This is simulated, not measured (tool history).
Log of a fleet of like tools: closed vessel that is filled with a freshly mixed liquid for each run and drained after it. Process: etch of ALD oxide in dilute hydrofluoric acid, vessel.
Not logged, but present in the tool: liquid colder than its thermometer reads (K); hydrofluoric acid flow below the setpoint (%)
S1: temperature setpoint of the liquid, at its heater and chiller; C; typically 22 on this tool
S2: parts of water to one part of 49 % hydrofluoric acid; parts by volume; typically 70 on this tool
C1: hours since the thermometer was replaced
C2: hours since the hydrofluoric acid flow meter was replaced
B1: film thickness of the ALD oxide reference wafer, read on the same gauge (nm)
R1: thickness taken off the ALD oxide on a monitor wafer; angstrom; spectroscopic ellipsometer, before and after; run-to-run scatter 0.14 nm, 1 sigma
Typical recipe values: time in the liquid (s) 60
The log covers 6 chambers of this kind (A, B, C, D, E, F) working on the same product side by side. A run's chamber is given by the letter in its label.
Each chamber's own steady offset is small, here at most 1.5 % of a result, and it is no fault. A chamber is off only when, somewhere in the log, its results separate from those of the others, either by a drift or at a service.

Run 1D, day 0.346: usual settings; C1 827.5; C2 633.1; B1 139.95. Result: R1 165.23 angstrom.
Run 2C, day 0.683: usual settings; C1 611.5; C2 771.5; B1 139.97. Result: R1 170.7 angstrom.
Run 3A, day 1.033: usual settings; C1 178.3; C2 233.7; B1 140.01. Result: R1 167.14 angstrom.
Run 4F, day 1.408: usual settings; C1 575.8; C2 126.9; B1 140. Result: R1 166.85 angstrom.
Run 5B, day 1.796: usual settings but S1 24.5 C, S2 45 parts by volume; C1 464.9; C2 209.6; B1 139.97. Result: R1 296.1 angstrom.
At day 1.879: chamber E: thermometer replaced.
Run 6E, day 2.167: usual settings but S1 24.5 C, S2 45 parts by volume; C1 6.9; C2 584.3; B1 139.97. Result: R1 293.73 angstrom.
Run 7C, day 2.679: usual settings but S1 24.5 C, S2 45 parts by volume; C1 659.4; C2 819.4; B1 139.99. Result: R1 300.21 angstrom.
Run 8A, day 3.162: usual settings but S1 24.5 C, S2 45 parts by volume; C1 229.4; C2 284.8; B1 140. Result: R1 293.22 angstrom.
Run 9F, day 3.592: usual settings but S1 24.5 C, S2 45 parts by volume; C1 628.2; C2 179.3; B1 140.02. Result: R1 293.39 angstrom.
Run 10E, day 3.858: usual settings but S1 24.5 C, S2 45 parts by volume; C1 47.5; C2 624.9; B1 140.01. Result: R1 296.17 angstrom.
Run 11D, day 4.321: usual settings; C1 922.9; C2 728.5; B1 140.01. Result: R1 165.96 angstrom.
Run 12B, day 4.833: usual settings; C1 537.8; C2 282.5; B1 140. Result: R1 170.44 angstrom.
Run 13C, day 5.15: usual settings; C1 718.7; C2 878.7; B1 139.98. Result: R1 163.49 angstrom.
Run 14A, day 5.508: usual settings; C1 285.7; C2 341.1; B1 140.03. Result: R1 166.27 angstrom.
Run 15D, day 6.012: usual settings; C1 963.5; C2 769.1; B1 139.98. Result: R1 165.42 angstrom.
Run 16B, day 6.358: usual settings; C1 574.4; C2 319.1; B1 140.04. Result: R1 168.25 angstrom.
Run 17E, day 6.7: usual settings; C1 115.7; C2 693.1; B1 139.99. Result: R1 167.39 angstrom.
Run 18F, day 7.021: usual settings; C1 710.5; C2 261.6; B1 140. Result: R1 165.51 angstrom.
Run 19C, day 7.454: usual settings but S2 95 parts by volume; C1 774; C2 934; B1 139.99. Result: R1 116.24 angstrom.
Run 20D, day 7.904: usual settings but S2 95 parts by volume; C1 1008.9; C2 814.5; B1 140. Result: R1 118.18 angstrom.
Run 21B, day 8.321: usual settings but S2 95 parts by volume; C1 621.5; C2 366.2; B1 139.97. Result: R1 122.31 angstrom.
Run 22A, day 8.679: usual settings but S2 95 parts by volume; C1 361.8; C2 417.2; B1 139.96. Result: R1 118.73 angstrom.
Run 23F, day 9.062: usual settings but S2 95 parts by volume; C1 759.5; C2 310.6; B1 140. Result: R1 119.86 angstrom.
Run 24E, day 9.421: usual settings but S2 95 parts by volume; C1 181; C2 758.4; B1 139.97. Result: R1 119.99 angstrom.
Run 25C, day 9.95: usual settings; C1 833.9; C2 993.9; B1 140. Result: R1 162.02 angstrom.
Run 26D, day 10.275: usual settings; C1 1065.8; C2 871.4; B1 140.02. Result: R1 164.97 angstrom.
Run 27A, day 10.558: usual settings; C1 406.9; C2 462.3; B1 139.97. Result: R1 163.05 angstrom.
Run 28E, day 10.817: usual settings; C1 214.5; C2 791.9; B1 139.99. Result: R1 165 angstrom.
Run 29F, day 11.121: usual settings; C1 808.9; C2 360; B1 140. Result: R1 166.28 angstrom.
Run 30B, day 11.567: usual settings; C1 699.4; C2 444.1; B1 139.94. Result: R1 166.76 angstrom.
Run 31D, day 12.096: usual settings; C1 1109.5; C2 915.1; B1 139.98. Result: R1 163.66 angstrom.
Run 32E, day 12.375: usual settings; C1 251.9; C2 829.3; B1 140.03. Result: R1 167.37 angstrom.
Run 33F, day 12.671: usual settings; C1 846.1; C2 397.2; B1 139.99. Result: R1 165.92 angstrom.
Run 34C, day 13.054: usual settings; C1 908.4; C2 1068.4; B1 139.97. Result: R1 158.91 angstrom.
Run 35B, day 13.379: usual settings; C1 742.9; C2 487.6; B1 139.99. Result: R1 169.01 angstrom.
Run 36A, day 13.729: usual settings; C1 483; C2 538.4; B1 139.94. Result: R1 162.33 angstrom.
Run 37F, day 13.983: usual settings; C1 877.6; C2 428.7; B1 140. Result: R1 164.59 angstrom.
Run 38D, day 14.408: usual settings; C1 1165; C2 970.6; B1 139.95. Result: R1 167.35 angstrom.
Run 39A, day 14.671: usual settings; C1 505.6; C2 561; B1 139.99. Result: R1 166.65 angstrom.
Run 40B, day 15.075: usual settings; C1 783.6; C2 528.3; B1 140.03. Result: R1 170.57 angstrom.
Run 41C, day 15.325: usual settings; C1 962.9; C2 1122.9; B1 139.99. Result: R1 157.05 angstrom.
Run 42E, day 15.858: usual settings; C1 335.5; C2 912.9; B1 140.01. Result: R1 167.31 angstrom.
Run 43F, day 16.254: usual settings but time in the liquid (s) 35; C1 932.1; C2 483.2; B1 140.03. Result: R1 97 angstrom.

For the next run the whole fleet of 6 chambers uses the same settings. Give each chamber's results:
Run 44A, day 16.633: usual settings but S2 50 parts by volume. Result: R1 ?.
Run 44B, day 16.633: usual settings but S2 50 parts by volume. Result: R1 ?.
Run 44C, day 16.633: usual settings but S2 50 parts by volume. Result: R1 ?.
Run 44D, day 16.633: usual settings but S2 50 parts by volume. Result: R1 ?.
Run 44E, day 16.633: usual settings but S2 50 parts by volume. Result: R1 ?.
Run 44F, day 16.633: usual settings but S2 50 parts by volume. Result: R1 ?.

run      R1
44A  234.12
44B  242.98
44C  222.79
44D  240.91
44E  235.58
44F  238.11
